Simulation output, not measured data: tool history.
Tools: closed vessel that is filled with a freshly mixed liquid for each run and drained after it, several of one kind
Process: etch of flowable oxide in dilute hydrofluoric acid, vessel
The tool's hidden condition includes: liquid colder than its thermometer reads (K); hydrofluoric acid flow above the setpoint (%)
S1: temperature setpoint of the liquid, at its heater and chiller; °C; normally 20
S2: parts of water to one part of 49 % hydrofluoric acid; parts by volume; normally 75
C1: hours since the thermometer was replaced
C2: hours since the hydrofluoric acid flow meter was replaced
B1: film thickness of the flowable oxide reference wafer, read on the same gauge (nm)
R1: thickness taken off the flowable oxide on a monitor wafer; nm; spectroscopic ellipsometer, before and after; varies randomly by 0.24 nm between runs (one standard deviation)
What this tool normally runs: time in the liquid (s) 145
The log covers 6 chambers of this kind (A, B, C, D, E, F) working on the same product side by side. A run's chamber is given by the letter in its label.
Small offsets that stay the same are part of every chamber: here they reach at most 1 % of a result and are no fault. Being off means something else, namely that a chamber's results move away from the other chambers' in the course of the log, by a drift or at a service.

Run 1C, hour 4.9: usual settings; C1 2413.7; C2 2438.0; B1 139.98. Result: R1 45.483 nm.
Run 2F, hour 10.7: usual settings; C1 1119.3; C2 209.5; B1 140.00. Result: R1 45.353 nm.
Run 3D, hour 18.8: usual settings; C1 929.1; C2 279.5; B1 140.02. Result: R1 45.317 nm.
Run 4B, hour 25.1: usual settings; C1 935.4; C2 321.0; B1 140.01. Result: R1 45.517 nm.
Run 5A, hour 33.8: usual settings; C1 1902.2; C2 533.8; B1 140.02. Result: R1 45.548 nm.
Run 6E, hour 44.9: usual settings but S2 45 parts by volume; C1 1157.5; C2 389.6; B1 139.98. Result: R1 78.737 nm.
Run 7D, hour 54.0: usual settings but S2 45 parts by volume; C1 964.3; C2 314.7; B1 140.00. Result: R1 78.104 nm.
Run 8E, hour 63.8: usual settings but S2 45 parts by volume; C1 1176.4; C2 408.5; B1 140.00. Result: R1 78.183 nm.
Run 9C, hour 72.0: usual settings but S2 45 parts by volume; C1 2480.8; C2 2505.1; B1 139.99. Result: R1 78.513 nm.
Run 10F, hour 81.4: usual settings but S2 45 parts by volume; C1 1190.0; C2 280.2; B1 140.01. Result: R1 78.162 nm.
Run 11A, hour 91.5: usual settings but S2 45 parts by volume; C1 1959.9; C2 591.5; B1 139.97. Result: R1 79.340 nm.
Run 12B, hour 100.7: usual settings; C1 1011.0; C2 396.6; B1 140.00. Result: R1 45.032 nm.
Run 13D, hour 107.4: usual settings; C1 1017.7; C2 368.1; B1 139.96. Result: R1 45.711 nm.
Run 14C, hour 117.7: usual settings; C1 2526.5; C2 2550.8; B1 139.98. Result: R1 45.661 nm.
Run 15A, hour 127.9: usual settings; C1 1996.3; C2 627.9; B1 139.93. Result: R1 46.097 nm.
Run 16E, hour 134.7: usual settings; C1 1247.3; C2 479.4; B1 139.98. Result: R1 45.523 nm.
Run 17B, hour 144.4: usual settings; C1 1054.7; C2 440.3; B1 140.00. Result: R1 45.094 nm.
Run 18F, hour 154.0: usual settings; C1 1262.6; C2 352.8; B1 139.96. Result: R1 45.424 nm.
Run 19E, hour 158.9: usual settings but time in the liquid (s) 80; C1 1271.5; C2 503.6; B1 139.99. Result: R1 24.856 nm.
Run 20C, hour 168.2: usual settings but time in the liquid (s) 80; C1 2577.0; C2 2601.3; B1 140.00. Result: R1 25.274 nm.
Run 21A, hour 175.9: usual settings but time in the liquid (s) 80; C1 2044.3; C2 675.9; B1 139.98. Result: R1 25.181 nm.
Run 22B, hour 182.3: usual settings but time in the liquid (s) 80; C1 1092.6; C2 478.2; B1 140.02. Result: R1 24.842 nm.
Run 23D, hour 187.7: usual settings but time in the liquid (s) 80; C1 1098.0; C2 448.4; B1 140.01. Result: R1 25.303 nm.
Run 24F, hour 198.2: usual settings but time in the liquid (s) 80; C1 1306.8; C2 397.0; B1 139.96. Result: R1 25.011 nm.
Run 25A, hour 209.2: usual settings; C1 2077.6; C2 709.2; B1 139.96. Result: R1 45.929 nm.
Run 26E, hour 214.6: usual settings; C1 1327.2; C2 559.3; B1 139.96. Result: R1 45.958 nm.
Run 27C, hour 222.2: usual settings but S1 24 °C, time in the liquid (s) 90; C1 2631.0; C2 2655.3; B1 139.96. Result: R1 33.388 nm.
Run 28B, hour 229.4: usual settings but S1 24 °C, time in the liquid (s) 90; C1 1139.7; C2 525.3; B1 139.98. Result: R1 33.073 nm.
Run 29F, hour 237.2: usual settings but S1 24 °C, time in the liquid (s) 90; C1 1345.8; C2 436.0; B1 140.01. Result: R1 32.996 nm.
At hour 241.5: chamber C: hydrofluoric acid flow meter replaced.
Run 30D, hour 242.3: usual settings but S1 24 °C, time in the liquid (s) 90; C1 1152.6; C2 503.0; B1 140.03. Result: R1 33.911 nm.
Run 31F, hour 250.7: usual settings but S1 24 °C, time in the liquid (s) 90; C1 1359.3; C2 449.5; B1 139.99. Result: R1 33.192 nm.
Run 32A, hour 258.9: usual settings but S1 24 °C, time in the liquid (s) 90; C1 2127.3; C2 758.9; B1 140.01. Result: R1 33.698 nm.
Run 33E, hour 267.7: usual settings; C1 1380.3; C2 612.4; B1 140.01. Result: R1 45.378 nm.
Run 34D, hour 278.2: usual settings; C1 1188.5; C2 538.9; B1 140.01. Result: R1 46.258 nm.
Run 35B, hour 288.5: usual settings; C1 1198.8; C2 584.4; B1 139.99. Result: R1 45.096 nm.
Run 36C, hour 298.7: usual settings; C1 2707.5; C2 57.3; B1 139.99. Result: R1 45.533 nm.
Run 37A, hour 309.2: usual settings but time in the liquid (s) 115; C1 2177.6; C2 809.2; B1 139.97. Result: R1 35.954 nm.
Run 38B, hour 320.3: usual settings but time in the liquid (s) 115; C1 1230.6; C2 616.2; B1 139.96. Result: R1 35.911 nm.
Run 39D, hour 325.7: usual settings but time in the liquid (s) 115; C1 1236.0; C2 586.4; B1 140.00. Result: R1 37.297 nm.

What goes on in this fleet: one chamber off, a drifting gauge, or nothing beyond the chambers' own small offsets? Name the chamber and the cause, if any.

It is chamber D that slowly wanders off from its peers.
What lies behind it: hydrofluoric acid flow above the setpoint (%) = 3.43.
From this log alone, it may not be told apart from: liquid hotter than its thermometer reads (K).

Below are 4 candidate recipes for chamber D's next run, each the usual settings with a change, their results shown as question marks. Which of them brings D's results back in line with what the other chambers give on the usual settings?
Allowed miss from the other chambers' usual-settings mean, per result, to count as in line: R1 0.850 nm
Run 40D-1, hour 333.7: usual settings but time in the liquid (s) 140. Result: R1 ?.
Run 40D-2, hour 333.7: usual settings but S2 70 parts by volume. Result: R1 ?.
Run 40D-3, hour 333.7: usual settings but S2 80 parts by volume. Result: R1 ?.
Run 40D-4, hour 333.7: usual settings but time in the liquid (s) 150. Result: R1 ?.

Mean of the other chambers on the usual settings: R1 45.386 nm
  run      R1
40D-1  45.244
40D-2  50.520
40D-3  43.670
40D-4  48.476
The answer is 40D-1, which returns the chamber to within the allowed miss of the others.

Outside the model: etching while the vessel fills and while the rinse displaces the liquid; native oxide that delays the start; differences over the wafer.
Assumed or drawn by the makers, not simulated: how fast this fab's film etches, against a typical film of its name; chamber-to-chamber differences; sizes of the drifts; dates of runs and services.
